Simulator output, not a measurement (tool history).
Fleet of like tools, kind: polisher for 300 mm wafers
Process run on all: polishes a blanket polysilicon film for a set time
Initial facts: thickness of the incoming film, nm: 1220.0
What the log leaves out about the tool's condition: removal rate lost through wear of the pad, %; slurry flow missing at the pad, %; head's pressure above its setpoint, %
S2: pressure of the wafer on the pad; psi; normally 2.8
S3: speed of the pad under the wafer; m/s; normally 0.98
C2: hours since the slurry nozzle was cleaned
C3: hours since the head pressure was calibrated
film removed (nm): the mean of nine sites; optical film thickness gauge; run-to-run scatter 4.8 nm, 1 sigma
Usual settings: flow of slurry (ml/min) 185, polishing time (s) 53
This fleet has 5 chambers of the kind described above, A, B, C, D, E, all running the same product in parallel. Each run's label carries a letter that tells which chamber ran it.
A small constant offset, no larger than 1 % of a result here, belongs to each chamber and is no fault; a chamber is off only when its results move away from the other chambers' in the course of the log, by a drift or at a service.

{"hour": 7.2, "done": "chamber B: head pressure recalibrated"}
{"run": "1D", "hour": 11.1, "flow of slurry (ml/min)": 185, "S2": 2.8, "S3": 0.98, "polishing time (s)": 53, "wafers polished on this pad": 240, "C2": 106.7, "C3": 515.8, "film removed (nm)": 436.21}
{"hour": 16.0, "done": "chamber B: slurry nozzle cleaned"}
{"run": "2C", "hour": 20.1, "flow of slurry (ml/min)": 185, "S2": 2.8, "S3": 0.98, "polishing time (s)": 53, "wafers polished on this pad": 617, "C2": 403.2, "C3": 238.2, "film removed (nm)": 443.98}
{"run": "3A", "hour": 28.2, "flow of slurry (ml/min)": 185, "S2": 2.8, "S3": 0.98, "polishing time (s)": 53, "wafers polished on this pad": 245, "C2": 271.2, "C3": 58, "film removed (nm)": 446.57}
{"hour": 31.7, "done": "chamber E: worn pad replaced by a new one"}
{"run": "4B", "hour": 35.2, "flow of slurry (ml/min)": 185, "S2": 2.8, "S3": 0.98, "polishing time (s)": 53, "wafers polished on this pad": 373, "C2": 19.3, "C3": 28.1, "film removed (nm)": 446.67}
{"run": "5E", "hour": 45.7, "flow of slurry (ml/min)": 185, "S2": 2.8, "S3": 0.98, "polishing time (s)": 53, "wafers polished on this pad": 109, "C2": 302.8, "C3": 631.1, "film removed (nm)": 439.93}
{"hour": 51.5, "done": "chamber D: worn pad replaced by a new one"}
{"run": "6B", "hour": 55.2, "flow of slurry (ml/min)": 185, "S2": 2.8, "S3": 0.98, "polishing time (s)": 53, "wafers polished on this pad": 529, "C2": 39.3, "C3": 48.1, "film removed (nm)": 448.28}
{"run": "7D", "hour": 62.2, "flow of slurry (ml/min)": 185, "S2": 2.8, "S3": 0.98, "polishing time (s)": 53, "wafers polished on this pad": 83, "C2": 157.8, "C3": 566.9, "film removed (nm)": 447.54}
{"run": "8E", "hour": 72.0, "flow of slurry (ml/min)": 185, "S2": 2.8, "S3": 0.98, "polishing time (s)": 53, "wafers polished on this pad": 314, "C2": 329.1, "C3": 657.4, "film removed (nm)": 439.22}
{"run": "9C", "hour": 79.9, "flow of slurry (ml/min)": 185, "S2": 2.8, "S3": 0.98, "polishing time (s)": 53, "wafers polished on this pad": 1083, "C2": 463, "C3": 298, "film removed (nm)": 447.04}
{"hour": 81.2, "done": "chamber C: slurry nozzle cleaned"}
{"run": "10A", "hour": 89.9, "flow of slurry (ml/min)": 185, "S2": 2.8, "S3": 0.98, "polishing time (s)": 53, "wafers polished on this pad": 725, "C2": 332.9, "C3": 119.7, "film removed (nm)": 441.13}
{"hour": 93.7, "done": "chamber A: worn pad replaced by a new one"}
{"run": "11B", "hour": 102.3, "flow of slurry (ml/min)": 185, "S2": 2.8, "S3": 0.98, "polishing time (s)": 53, "wafers polished on this pad": 896, "C2": 86.4, "C3": 95.2, "film removed (nm)": 443.29}
{"run": "12E", "hour": 110.4, "flow of slurry (ml/min)": 185, "S2": 2.8, "S3": 0.98, "polishing time (s)": 53, "wafers polished on this pad": 613, "C2": 367.5, "C3": 695.8, "film removed (nm)": 446.52}
{"hour": 117.0, "done": "chamber C: worn pad replaced by a new one"}
{"run": "13A", "hour": 122.6, "flow of slurry (ml/min)": 185, "S2": 2.8, "S3": 0.98, "polishing time (s)": 53, "wafers polished on this pad": 225, "C2": 365.6, "C3": 152.4, "film removed (nm)": 432.56}
{"hour": 127.3, "done": "chamber D: worn pad replaced by a new one"}
{"run": "14D", "hour": 133.0, "flow of slurry (ml/min)": 185, "S2": 2.8, "S3": 0.98, "polishing time (s)": 53, "wafers polished on this pad": 44, "C2": 228.6, "C3": 637.7, "film removed (nm)": 445.07}
{"hour": 136.2, "done": "chamber A: slurry nozzle cleaned"}
{"run": "15C", "hour": 143.9, "flow of slurry (ml/min)": 185, "S2": 2.8, "S3": 0.98, "polishing time (s)": 53, "wafers polished on this pad": 210, "C2": 62.8, "C3": 362, "film removed (nm)": 446.95}
{"run": "16C", "hour": 155.8, "flow of slurry (ml/min)": 185, "S2": 2.8, "S3": 0.98, "polishing time (s)": 53, "wafers polished on this pad": 302, "C2": 74.7, "C3": 373.9, "film removed (nm)": 442.56}
{"run": "17D", "hour": 162.5, "flow of slurry (ml/min)": 185, "S2": 2.8, "S3": 0.98, "polishing time (s)": 53, "wafers polished on this pad": 274, "C2": 258.1, "C3": 667.2, "film removed (nm)": 444.4}
{"hour": 163.1, "done": "chamber E: worn pad replaced by a new one"}
{"hour": 169.2, "done": "chamber B: worn pad replaced by a new one"}
{"run": "18B", "hour": 171.4, "flow of slurry (ml/min)": 185, "S2": 2.8, "S3": 0.98, "polishing time (s)": 53, "wafers polished on this pad": 17, "C2": 155.5, "C3": 164.3, "film removed (nm)": 443.63}
{"run": "19E", "hour": 182.0, "flow of slurry (ml/min)": 185, "S2": 2.8, "S3": 0.98, "polishing time (s)": 53, "wafers polished on this pad": 147, "C2": 439.1, "C3": 767.4, "film removed (nm)": 439.63}
{"hour": 189.2, "done": "chamber A: worn pad replaced by a new one"}
{"hour": 189.5, "done": "chamber D: slurry nozzle cleaned"}
{"run": "20A", "hour": 193.6, "flow of slurry (ml/min)": 185, "S2": 2.8, "S3": 0.98, "polishing time (s)": 53, "wafers polished on this pad": 34, "C2": 57.4, "C3": 223.4, "film removed (nm)": 439.76}
{"run": "21B", "hour": 201.1, "flow of slurry (ml/min)": 185, "S2": 2.8, "S3": 0.98, "polishing time (s)": 53, "wafers polished on this pad": 249, "C2": 185.2, "C3": 194, "film removed (nm)": 440.23}
{"run": "22E", "hour": 211.0, "flow of slurry (ml/min)": 185, "S2": 2.8, "S3": 0.98, "polishing time (s)": 53, "wafers polished on this pad": 373, "C2": 468.1, "C3": 796.4, "film removed (nm)": 440.56}
{"hour": 213.3, "done": "chamber D: worn pad replaced by a new one"}
{"run": "23C", "hour": 223.4, "flow of slurry (ml/min)": 150, "S2": 2.8, "S3": 0.98, "polishing time (s)": 37, "wafers polished on this pad": 829, "C2": 142.3, "C3": 441.5, "film removed (nm)": 295.95}
{"run": "24A", "hour": 235.6, "flow of slurry (ml/min)": 150, "S2": 2.8, "S3": 0.98, "polishing time (s)": 37, "wafers polished on this pad": 361, "C2": 99.4, "C3": 265.4, "film removed (nm)": 304.73}
{"run": "25D", "hour": 242.5, "flow of slurry (ml/min)": 150, "S2": 2.8, "S3": 0.98, "polishing time (s)": 37, "wafers polished on this pad": 228, "C2": 53, "C3": 747.2, "film removed (nm)": 295.47}
{"hour": 245.3, "done": "chamber C: head pressure recalibrated"}
{"run": "26E", "hour": 252.8, "flow of slurry (ml/min)": 150, "S2": 2.8, "S3": 0.98, "polishing time (s)": 37, "wafers polished on this pad": 699, "C2": 509.9, "C3": 838.2, "film removed (nm)": 300.19}
{"run": "27B", "hour": 258.2, "flow of slurry (ml/min)": 150, "S2": 2.8, "S3": 0.98, "polishing time (s)": 37, "wafers polished on this pad": 694, "C2": 242.3, "C3": 251.1, "film removed (nm)": 298.11}
{"run": "28A", "hour": 267.6, "flow of slurry (ml/min)": 185, "S2": 2.8, "S3": 0.98, "polishing time (s)": 53, "wafers polished on this pad": 610, "C2": 131.4, "C3": 297.4, "film removed (nm)": 444.87}
{"hour": 272.4, "done": "chamber A: worn pad replaced by a new one"}
{"run": "29C", "hour": 274.6, "flow of slurry (ml/min)": 185, "S2": 2.8, "S3": 0.98, "polishing time (s)": 53, "wafers polished on this pad": 1228, "C2": 193.5, "C3": 29.4, "film removed (nm)": 442.63}
{"run": "30D", "hour": 280.6, "flow of slurry (ml/min)": 185, "S2": 2.5, "S3": 0.98, "polishing time (s)": 53, "wafers polished on this pad": 525, "C2": 91.1, "C3": 785.3, "film removed (nm)": 394.93}
{"run": "31D", "hour": 286.5, "flow of slurry (ml/min)": 185, "S2": 2.5, "S3": 0.98, "polishing time (s)": 53, "wafers polished on this pad": 571, "C2": 97, "C3": 791.2, "film removed (nm)": 387.64}
{"run": "32A", "hour": 292.4, "flow of slurry (ml/min)": 185, "S2": 2.5, "S3": 0.98, "polishing time (s)": 53, "wafers polished on this pad": 155, "C2": 156.2, "C3": 322.2, "film removed (nm)": 400.29}
{"run": "33E", "hour": 302.1, "flow of slurry (ml/min)": 185, "S2": 2.5, "S3": 0.98, "polishing time (s)": 53, "wafers polished on this pad": 1083, "C2": 559.2, "C3": 887.5, "film removed (nm)": 390.65}
{"hour": 303.5, "done": "chamber C: worn pad replaced by a new one"}
{"run": "34B", "hour": 311.8, "flow of slurry (ml/min)": 185, "S2": 2.5, "S3": 0.98, "polishing time (s)": 53, "wafers polished on this pad": 1111, "C2": 295.9, "C3": 304.7, "film removed (nm)": 396.9}
{"run": "35C", "hour": 317.9, "flow of slurry (ml/min)": 185, "S2": 2.8, "S3": 0.98, "polishing time (s)": 53, "wafers polished on this pad": 112, "C2": 236.8, "C3": 72.7, "film removed (nm)": 454.72}

One chamber off, gauge drift, or nothing amiss beyond the chambers' own small offsets? If it is a chamber, which one, and what is the likeliest cause?

The fleet is healthy, with each chamber sitting at its usual small offset and no drift in the gauge.

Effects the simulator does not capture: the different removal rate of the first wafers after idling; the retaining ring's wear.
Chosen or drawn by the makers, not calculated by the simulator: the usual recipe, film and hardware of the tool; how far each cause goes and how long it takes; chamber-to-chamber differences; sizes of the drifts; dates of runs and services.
